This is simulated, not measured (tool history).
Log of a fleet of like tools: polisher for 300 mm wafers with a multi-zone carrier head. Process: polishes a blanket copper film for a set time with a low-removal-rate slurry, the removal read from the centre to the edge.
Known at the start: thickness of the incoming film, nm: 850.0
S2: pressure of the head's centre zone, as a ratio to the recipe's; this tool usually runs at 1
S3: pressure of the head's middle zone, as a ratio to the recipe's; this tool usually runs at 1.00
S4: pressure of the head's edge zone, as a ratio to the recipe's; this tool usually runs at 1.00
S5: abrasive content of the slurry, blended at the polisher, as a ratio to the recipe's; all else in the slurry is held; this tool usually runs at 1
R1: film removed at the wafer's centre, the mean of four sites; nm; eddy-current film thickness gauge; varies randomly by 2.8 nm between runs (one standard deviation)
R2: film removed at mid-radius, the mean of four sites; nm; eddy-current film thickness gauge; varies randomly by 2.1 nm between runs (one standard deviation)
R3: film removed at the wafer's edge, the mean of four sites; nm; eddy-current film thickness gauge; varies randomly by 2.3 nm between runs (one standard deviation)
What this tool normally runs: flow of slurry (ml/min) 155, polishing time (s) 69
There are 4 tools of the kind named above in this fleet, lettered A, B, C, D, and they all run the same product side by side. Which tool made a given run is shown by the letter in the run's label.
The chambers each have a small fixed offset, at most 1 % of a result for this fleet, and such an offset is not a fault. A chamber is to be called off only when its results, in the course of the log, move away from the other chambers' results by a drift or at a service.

{"run": "1A", "day": 0.517, "flow of slurry (ml/min)": 155, "S2": 1, "S3": 1.0, "S4": 1.0, "S5": 1, "polishing time (s)": 69, "R1": 221.12, "R2": 218.62, "R3": 217.95}
{"run": "2B", "day": 1.15, "flow of slurry (ml/min)": 155, "S2": 1, "S3": 1.0, "S4": 1.0, "S5": 1, "polishing time (s)": 69, "R1": 225.53, "R2": 218.98, "R3": 219.85}
{"day": 1.367, "done": "chamber A: worn pad replaced by a new one"}
{"run": "3C", "day": 1.433, "flow of slurry (ml/min)": 155, "S2": 1, "S3": 1.0, "S4": 1.0, "S5": 1, "polishing time (s)": 69, "R1": 224.93, "R2": 221.26, "R3": 220.66}
{"day": 1.712, "done": "chamber C: worn pad replaced by a new one"}
{"run": "4D", "day": 1.825, "flow of slurry (ml/min)": 155, "S2": 1, "S3": 1.0, "S4": 1.0, "S5": 1, "polishing time (s)": 69, "R1": 220.54, "R2": 219.97, "R3": 219.84}
{"run": "5A", "day": 2.258, "flow of slurry (ml/min)": 155, "S2": 1, "S3": 1.08, "S4": 1.09, "S5": 1, "polishing time (s)": 69, "R1": 221.9, "R2": 237.2, "R3": 230.31}
{"run": "6D", "day": 2.817, "flow of slurry (ml/min)": 155, "S2": 1, "S3": 1.08, "S4": 1.09, "S5": 1, "polishing time (s)": 69, "R1": 224.62, "R2": 236.55, "R3": 228.64}
{"run": "7C", "day": 3.238, "flow of slurry (ml/min)": 155, "S2": 1, "S3": 1.08, "S4": 1.09, "S5": 1, "polishing time (s)": 69, "R1": 216.6, "R2": 236.3, "R3": 230.18}
{"day": 3.342, "done": "chamber B: worn pad replaced by a new one"}
{"run": "8B", "day": 3.596, "flow of slurry (ml/min)": 155, "S2": 1, "S3": 1.08, "S4": 1.09, "S5": 1, "polishing time (s)": 69, "R1": 225.12, "R2": 239.7, "R3": 232.79}
{"run": "9B", "day": 3.908, "flow of slurry (ml/min)": 155, "S2": 1, "S3": 1.0, "S4": 1.0, "S5": 1, "polishing time (s)": 69, "R1": 217.23, "R2": 222.14, "R3": 225.17}
{"run": "10D", "day": 4.304, "flow of slurry (ml/min)": 155, "S2": 1, "S3": 1.0, "S4": 1.0, "S5": 1, "polishing time (s)": 69, "R1": 222.67, "R2": 219.0, "R3": 220.84}
{"day": 4.838, "done": "chamber A: worn pad replaced by a new one"}
{"run": "11C", "day": 4.917, "flow of slurry (ml/min)": 155, "S2": 1, "S3": 1.0, "S4": 1.0, "S5": 1, "polishing time (s)": 69, "R1": 220.65, "R2": 221.75, "R3": 221.95}
{"run": "12A", "day": 5.238, "flow of slurry (ml/min)": 155, "S2": 1, "S3": 1.0, "S4": 1.0, "S5": 1, "polishing time (s)": 69, "R1": 223.04, "R2": 222.14, "R3": 222.34}
{"day": 5.517, "done": "chamber D: centre zone pressure recalibrated"}
{"day": 5.621, "done": "chamber C: worn pad replaced by a new one"}
{"run": "13C", "day": 5.721, "flow of slurry (ml/min)": 155, "S2": 1, "S3": 1.0, "S4": 1.0, "S5": 1, "polishing time (s)": 69, "R1": 222.46, "R2": 222.93, "R3": 221.21}
{"run": "14B", "day": 6.083, "flow of slurry (ml/min)": 155, "S2": 1, "S3": 1.0, "S4": 1.0, "S5": 1, "polishing time (s)": 69, "R1": 227.48, "R2": 222.26, "R3": 220.17}
{"day": 6.296, "done": "chamber B: worn pad replaced by a new one"}
{"run": "15A", "day": 6.392, "flow of slurry (ml/min)": 155, "S2": 1, "S3": 1.0, "S4": 1.0, "S5": 1, "polishing time (s)": 69, "R1": 222.08, "R2": 223.69, "R3": 222.35}
{"day": 6.604, "done": "chamber B: slurry nozzle cleaned"}
{"run": "16D", "day": 6.7, "flow of slurry (ml/min)": 155, "S2": 1, "S3": 1.0, "S4": 1.0, "S5": 1, "polishing time (s)": 69, "R1": 219.38, "R2": 218.48, "R3": 215.7}
{"run": "17A", "day": 7.062, "flow of slurry (ml/min)": 155, "S2": 1, "S3": 1.0, "S4": 1.0, "S5": 1, "polishing time (s)": 69, "R1": 220.87, "R2": 223.34, "R3": 224.73}
{"day": 7.229, "done": "chamber C: slurry nozzle cleaned"}
{"run": "18C", "day": 7.371, "flow of slurry (ml/min)": 155, "S2": 1, "S3": 1.0, "S4": 1.0, "S5": 1, "polishing time (s)": 69, "R1": 216.3, "R2": 221.56, "R3": 218.83}
{"day": 7.575, "done": "chamber B: edge zone pressure recalibrated"}
{"day": 7.654, "done": "chamber A: slurry nozzle cleaned"}
{"run": "19D", "day": 7.967, "flow of slurry (ml/min)": 155, "S2": 1, "S3": 1.0, "S4": 1.0, "S5": 1, "polishing time (s)": 69, "R1": 223.42, "R2": 215.16, "R3": 216.01}
{"run": "20B", "day": 8.375, "flow of slurry (ml/min)": 155, "S2": 1, "S3": 1.0, "S4": 1.0, "S5": 1, "polishing time (s)": 69, "R1": 219.97, "R2": 220.91, "R3": 224.15}
{"day": 8.558, "done": "chamber D: slurry nozzle cleaned"}
{"run": "21B", "day": 8.721, "flow of slurry (ml/min)": 155, "S2": 1, "S3": 1.0, "S4": 1.0, "S5": 1, "polishing time (s)": 69, "R1": 226.59, "R2": 221.41, "R3": 220.27}
{"day": 8.917, "done": "chamber A: worn pad replaced by a new one"}
{"run": "22C", "day": 9.088, "flow of slurry (ml/min)": 155, "S2": 1, "S3": 1.0, "S4": 1.0, "S5": 1, "polishing time (s)": 69, "R1": 227.77, "R2": 221.99, "R3": 219.24}
{"run": "23D", "day": 9.371, "flow of slurry (ml/min)": 155, "S2": 1, "S3": 1.0, "S4": 0.92, "S5": 1, "polishing time (s)": 69, "R1": 214.08, "R2": 213.85, "R3": 205.1}
{"day": 9.379, "done": "chamber B: worn pad replaced by a new one"}
{"day": 9.504, "done": "chamber C: worn pad replaced by a new one"}
{"run": "24A", "day": 9.808, "flow of slurry (ml/min)": 155, "S2": 1, "S3": 1.0, "S4": 0.92, "S5": 1, "polishing time (s)": 69, "R1": 221.38, "R2": 218.98, "R3": 212.3}
{"run": "25D", "day": 10.408, "flow of slurry (ml/min)": 155, "S2": 1, "S3": 1.0, "S4": 0.92, "S5": 1, "polishing time (s)": 69, "R1": 213.37, "R2": 211.32, "R3": 205.55}
{"run": "26A", "day": 10.825, "flow of slurry (ml/min)": 155, "S2": 1, "S3": 1.0, "S4": 0.92, "S5": 1, "polishing time (s)": 69, "R1": 222.41, "R2": 223.88, "R3": 213.43}
{"run": "27C", "day": 11.292, "flow of slurry (ml/min)": 155, "S2": 1, "S3": 1.0, "S4": 1.0, "S5": 1, "polishing time (s)": 69, "R1": 223.63, "R2": 221.37, "R3": 217.43}
{"run": "28B", "day": 11.888, "flow of slurry (ml/min)": 155, "S2": 1, "S3": 1.05, "S4": 1.0, "S5": 1, "polishing time (s)": 92, "R1": 300.55, "R2": 310.0, "R3": 295.42}
{"run": "29C", "day": 12.321, "flow of slurry (ml/min)": 155, "S2": 1, "S3": 1.05, "S4": 1.0, "S5": 1, "polishing time (s)": 92, "R1": 294.38, "R2": 308.93, "R3": 296.68}
{"day": 12.325, "done": "chamber A: worn pad replaced by a new one"}
{"day": 12.788, "done": "chamber B: centre zone pressure recalibrated"}
{"run": "30D", "day": 12.879, "flow of slurry (ml/min)": 155, "S2": 1, "S3": 1.05, "S4": 1.0, "S5": 1, "polishing time (s)": 92, "R1": 278.6, "R2": 286.85, "R3": 275.39}
{"day": 12.988, "done": "chamber B: worn pad replaced by a new one"}
{"run": "31A", "day": 13.338, "flow of slurry (ml/min)": 155, "S2": 1, "S3": 1.05, "S4": 1.0, "S5": 1, "polishing time (s)": 92, "R1": 297.09, "R2": 310.16, "R3": 297.65}
{"day": 13.554, "done": "chamber C: worn pad replaced by a new one"}
{"run": "32B", "day": 13.708, "flow of slurry (ml/min)": 155, "S2": 1, "S3": 1.0, "S4": 1.0, "S5": 1, "polishing time (s)": 69, "R1": 222.27, "R2": 223.63, "R3": 221.71}
{"day": 14.096, "done": "chamber A: edge zone pressure recalibrated"}
{"run": "33B", "day": 14.242, "flow of slurry (ml/min)": 155, "S2": 1, "S3": 1.0, "S4": 1.0, "S5": 1, "polishing time (s)": 69, "R1": 222.2, "R2": 223.8, "R3": 221.38}
{"run": "34C", "day": 14.662, "flow of slurry (ml/min)": 155, "S2": 1, "S3": 1.09, "S4": 1.08, "S5": 1, "polishing time (s)": 69, "R1": 223.19, "R2": 240.22, "R3": 227.57}
{"day": 14.996, "done": "chamber C: edge zone pressure recalibrated"}
{"run": "35D", "day": 15.183, "flow of slurry (ml/min)": 155, "S2": 1, "S3": 1.09, "S4": 1.08, "S5": 1, "polishing time (s)": 69, "R1": 202.71, "R2": 216.27, "R3": 207.82}
{"run": "36A", "day": 15.454, "flow of slurry (ml/min)": 155, "S2": 1, "S3": 1.09, "S4": 1.08, "S5": 1, "polishing time (s)": 69, "R1": 220.65, "R2": 236.38, "R3": 231.48}
{"day": 15.825, "done": "chamber A: worn pad replaced by a new one"}
{"run": "37A", "day": 15.896, "flow of slurry (ml/min)": 155, "S2": 1, "S3": 1.09, "S4": 1.08, "S5": 1, "polishing time (s)": 69, "R1": 222.67, "R2": 238.44, "R3": 228.45}
{"run": "38C", "day": 16.467, "flow of slurry (ml/min)": 155, "S2": 1, "S3": 1.0, "S4": 1.0, "S5": 1, "polishing time (s)": 69, "R1": 217.31, "R2": 220.19, "R3": 219.13}
{"run": "39D", "day": 16.867, "flow of slurry (ml/min)": 155, "S2": 1, "S3": 1.0, "S4": 1.0, "S5": 1, "polishing time (s)": 69, "R1": 200.41, "R2": 195.14, "R3": 201.13}

Decide between three cases: one chamber stands off from its peers, the gauge reading all wafers drifts, or nothing is wrong past each chamber's small offset. Where a chamber is off, say which and what most likely put it there.

Chamber D drifts away from the others.
Most likely cause: removal rate lost through wear of the pad, % = 10.6.

Chamber D could run next with any of the 4 candidate recipes listed below; each alters the usual settings, and their results appear as question marks. Which one brings its results back in line with what the other chambers deliver on the usual settings?
In-line tolerance around the mean of the other chambers on the usual settings: R1 10.00 nm; R2 7.20 nm; R3 8.20 nm
{"run": "40D-1", "day": 17.321, "flow of slurry (ml/min)": 160, "S2": 1, "S3": 1.0, "S4": 1.01, "S5": 1.0, "polishing time (s)": 77, "R1": "?", "R2": "?", "R3": "?"}
{"run": "40D-2", "day": 17.321, "flow of slurry (ml/min)": 150, "S2": 1, "S3": 1.0, "S4": 0.99, "S5": 0.95, "polishing time (s)": 55, "R1": "?", "R2": "?", "R3": "?"}
{"run": "40D-3", "day": 17.321, "flow of slurry (ml/min)": 160, "S2": 1, "S3": 1.01, "S4": 1.01, "S5": 1.05, "polishing time (s)": 86, "R1": "?", "R2": "?", "R3": "?"}
{"run": "40D-4", "day": 17.321, "flow of slurry (ml/min)": 150, "S2": 1, "S3": 1.0, "S4": 0.99, "S5": 1.0, "polishing time (s)": 61, "R1": "?", "R2": "?", "R3": "?"}

The other chambers' mean on the usual settings: R1 222.44 nm; R2 221.45 nm; R3 221.22 nm
run=40D-1 R1=221.06 R2=220.12 R3=220.39
run=40D-2 R1=154.08 R2=153.66 R3=152.77
run=40D-3 R1=249.54 R2=250.72 R3=248.72
run=40D-4 R1=172.79 R2=172.32 R3=171.31
With 40D-1, the chamber falls back in line with the rest.
